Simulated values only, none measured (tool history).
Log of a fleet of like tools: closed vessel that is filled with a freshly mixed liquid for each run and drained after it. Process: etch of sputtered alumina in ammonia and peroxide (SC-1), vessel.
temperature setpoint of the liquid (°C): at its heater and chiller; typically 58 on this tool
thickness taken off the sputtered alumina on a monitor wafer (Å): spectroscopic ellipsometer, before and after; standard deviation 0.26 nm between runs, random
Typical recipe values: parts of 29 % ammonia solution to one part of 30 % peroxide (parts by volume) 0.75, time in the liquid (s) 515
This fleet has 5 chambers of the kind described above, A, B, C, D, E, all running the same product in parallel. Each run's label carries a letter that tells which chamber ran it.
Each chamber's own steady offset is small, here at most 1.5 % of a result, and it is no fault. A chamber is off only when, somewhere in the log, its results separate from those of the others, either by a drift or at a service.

run	hour	temperature setpoint of the liquid (°C)	parts of 29 % ammonia solution to one part of 30 % peroxide (parts by volume)	time in the liquid (s)	read-back film thickness of the sputtered alumina reference wafer, read on the same gauge (nm)	thickness taken off the sputtered alumina on a monitor wafer (Å)
1B	8.5	58	0.75	515	150	393.94
2D	15	58	0.75	515	150.01	396.99
3A	23.2	58	0.75	515	149.97	397.39
4E	29.2	58	0.75	515	150.01	395.56
# hour 32: chamber B: new drum of ammonia solution connected
5C	35.2	58	0.75	515	149.99	396.7
6C	40.8	58	0.75	515	150.01	397.41
# hour 45.7: chamber C: new drum of ammonia solution connected
# hour 46.7: chamber E: new drum of ammonia solution connected
7D	51.3	58	0.75	515	150	392.37
8E	56.9	58	0.75	515	149.98	396.64
# hour 58.4: chamber A: new drum of ammonia solution connected
9A	65.7	58	0.75	515	149.99	400.2
10B	73.4	58	0.75	515	150	406.51
# hour 76.9: chamber D: thermometer replaced
11A	83.3	58	0.75	515	149.99	401.58
12C	91.8	58	0.75	515	149.98	395.98
# hour 94.2: chamber B: thermometer replaced
# hour 95.4: chamber E: thermometer replaced
13D	103.9	58	0.75	515	150	395.93
14B	114.8	58	0.75	515	150.01	394.12
15E	122.9	58	0.75	515	149.98	399.03
16C	135.2	58	0.75	515	150.02	391.92
17B	143.9	58	0.75	515	150	397.33
18A	151.3	58	0.75	515	149.99	393.75
19D	162	58	0.75	515	149.99	393.42
20E	169.5	58	0.75	515	150.01	398.75
21C	181.5	58	0.75	515	150.01	384.49
22A	187.4	58	0.75	760	150.01	590.2
23B	196.9	58	0.75	760	149.98	592.01
24E	204.6	58	0.75	760	150	582.69
25D	214.7	58	0.75	760	150.01	584.11
# hour 216.7: chamber C: ammonia flow meter replaced
26C	223.7	58	0.75	760	150.01	562.73
27E	234.9	58	0.45	810	149.99	591.9
28D	241.4	58	0.45	810	150.01	595.22
29B	251.5	58	0.45	810	150.01	603.36
# hour 257: chamber E: ammonia flow meter replaced
30A	261.7	58	0.45	810	149.99	597.76
31B	271.9	58	0.45	810	149.99	591.47
32C	280.9	58	0.75	515	149.98	377.33
33E	286.7	58	0.75	515	149.99	398.37

Does one chamber stand apart from the rest, does the shared gauge drift, or is all well apart from small per-chamber offsets? Give the chamber and the most likely cause, where there is one.

One chamber, C, drifts off from the rest bit by bit.
What lies behind it: liquid colder than its thermometer reads (K) = 1.17.

Below are 4 candidate recipes for chamber C's next run, each the usual settings with a change, their results shown as question marks. Which of them brings C's results back in line with what the other chambers give on the usual settings?
A result is in line if it is within this distance of the other chambers' mean on the usual settings: thickness taken off the sputtered alumina on a monitor wafer (Å) 9.1
34C-1	295.9	58.5	0.75	515		?
34C-2	295.9	57.5	0.75	495		?
34C-3	295.9	58.5	0.75	535		?
34C-4	295.9	58	0.75	505		?

What the other chambers average on the usual settings: thickness taken off the sputtered alumina on a monitor wafer (Å) 397.52
run	thickness taken off the sputtered alumina on a monitor wafer (Å)
34C-1	381.26
34C-2	347.91
34C-3	396.06
34C-4	364.19
The answer is 34C-3, which returns the chamber to within the allowed miss of the others.
